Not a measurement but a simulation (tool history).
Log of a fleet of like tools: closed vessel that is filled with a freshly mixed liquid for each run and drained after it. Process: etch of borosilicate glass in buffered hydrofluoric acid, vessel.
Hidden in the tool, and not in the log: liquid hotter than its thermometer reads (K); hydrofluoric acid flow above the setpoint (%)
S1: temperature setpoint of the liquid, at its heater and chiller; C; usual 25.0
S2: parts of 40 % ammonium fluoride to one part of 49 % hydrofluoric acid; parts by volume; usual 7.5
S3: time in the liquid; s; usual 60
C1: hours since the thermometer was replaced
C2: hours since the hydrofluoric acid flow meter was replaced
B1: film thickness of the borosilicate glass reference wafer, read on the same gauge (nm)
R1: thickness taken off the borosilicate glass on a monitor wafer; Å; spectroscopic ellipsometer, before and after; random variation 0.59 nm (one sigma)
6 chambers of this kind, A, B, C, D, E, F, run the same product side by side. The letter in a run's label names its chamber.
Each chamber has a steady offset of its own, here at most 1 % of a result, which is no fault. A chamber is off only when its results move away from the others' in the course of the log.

run   hour    S1   S2  S3      C1      C2      B1       R1
 1D    9.6  25.0  7.5  60    26.3   591.1  70.011  1027.40
 2C   17.9  25.0  7.5  60  2544.5   946.6  69.989  1017.10
 3E   24.9  25.0  7.5  60   703.4   665.2  70.027  1027.70
 4A   33.4  25.0  7.5  60    93.8   217.2  70.033  1025.90
 5F   39.5  25.0  7.5  60  1230.8   182.7  70.009  1036.00
 6B   46.7  25.0  7.5  60  1410.4   978.0  70.048  1025.30
 7F   58.2  25.0  7.5  60  1249.5   201.4  69.998  1040.50
 8A   70.3  25.0  7.5  60   130.7   254.1  70.001  1028.20
 9D   82.4  25.0  7.5  60    99.1   663.9  70.050  1039.70
10B   90.1  25.0  7.5  60  1453.8  1021.4  69.987  1023.00
11C   97.4  25.0  7.5  60  2624.0  1026.1  70.038  1031.80
12E  103.0  23.0  7.5  60   781.5   743.3  70.020   918.97
13F  109.6  23.0  7.5  60  1300.9   252.8  69.985   928.06
14B  116.4  23.0  7.5  60  1480.1  1047.7  69.999   935.00
15D  128.9  23.0  7.5  60   145.6   710.4  69.977   924.34
16A  141.3  23.0  7.5  60   201.7   325.1  70.020   909.84
17E  149.3  23.0  7.5  60   827.8   789.6  70.034   933.29
18C  158.6  25.0  7.5  60  2685.2  1087.3  70.023  1024.10
     166.0  -- chamber C: thermometer replaced
19F  167.7  25.0  7.5  60  1359.0   310.9  70.010  1035.20
20D  176.5  25.0  7.5  60   193.2   758.0  70.018  1032.80
21B  185.7  25.0  7.5  60  1549.4  1117.0  69.997  1043.70
22E  197.4  25.0  7.5  60   875.9   837.7  69.968  1023.30
23C  207.0  25.0  7.5  60    41.0  1135.7  69.994  1024.90
24A  213.2  25.0  7.5  60   273.6   397.0  70.007  1023.50
25D  218.9  25.0  7.5  60   235.6   800.4  70.018  1037.20
26A  228.5  25.0  7.5  60   288.9   412.3  69.991  1010.80
27C  241.1  25.0  5.5  60    75.1  1169.8  70.029  1372.40
28E  251.2  25.0  5.5  60   929.7   891.5  70.006  1356.00
29F  262.1  25.0  5.5  60  1453.4   405.3  70.020  1381.00
30B  270.3  25.0  5.5  60  1634.0  1201.6  70.015  1434.40
31F  279.4  25.0  5.5  60  1470.7   422.6  69.978  1375.70
32A  288.8  25.0  5.5  60   349.2   472.6  69.992  1358.80
33B  300.1  25.0  7.5  60  1663.8  1231.4  69.993  1098.30
34D  310.7  25.0  7.5  60   327.4   892.2  69.998  1029.10
35C  322.7  25.0  7.5  60   156.7  1251.4  69.988  1032.30
36E  331.3  25.0  8.5  85  1009.8   971.6  69.972  1287.20

What goes on in this fleet: one chamber off, a drifting gauge, or nothing beyond the chambers' own small offsets? Name the chamber and the cause, if any.

Chamber B drifts away from the others.
Cause: liquid hotter than its thermometer reads (K) = 1.3.
The log may not tell that from: hydrofluoric acid flow above the setpoint (%).

Here are 4 candidates for chamber B's next run, each the usual settings with a change, their results left as question marks. Which one brings its results back in line with what the others give on the usual settings?
In line means no further than this from the other chambers' mean on the usual settings: R1 21.00 Å
37B-1  340.4  24.5  7.5  55               ?
37B-2  340.4  25.0  7.0  60               ?
37B-3  340.4  25.0  8.0  60               ?
37B-4  340.4  26.0  7.0  60               ?

The other chambers' mean on the usual settings: R1 1028.00 Å
  run       R1
37B-1   983.82
37B-2  1186.40
37B-3  1026.80
37B-4  1249.50
37B-3 brings the chamber back in line.
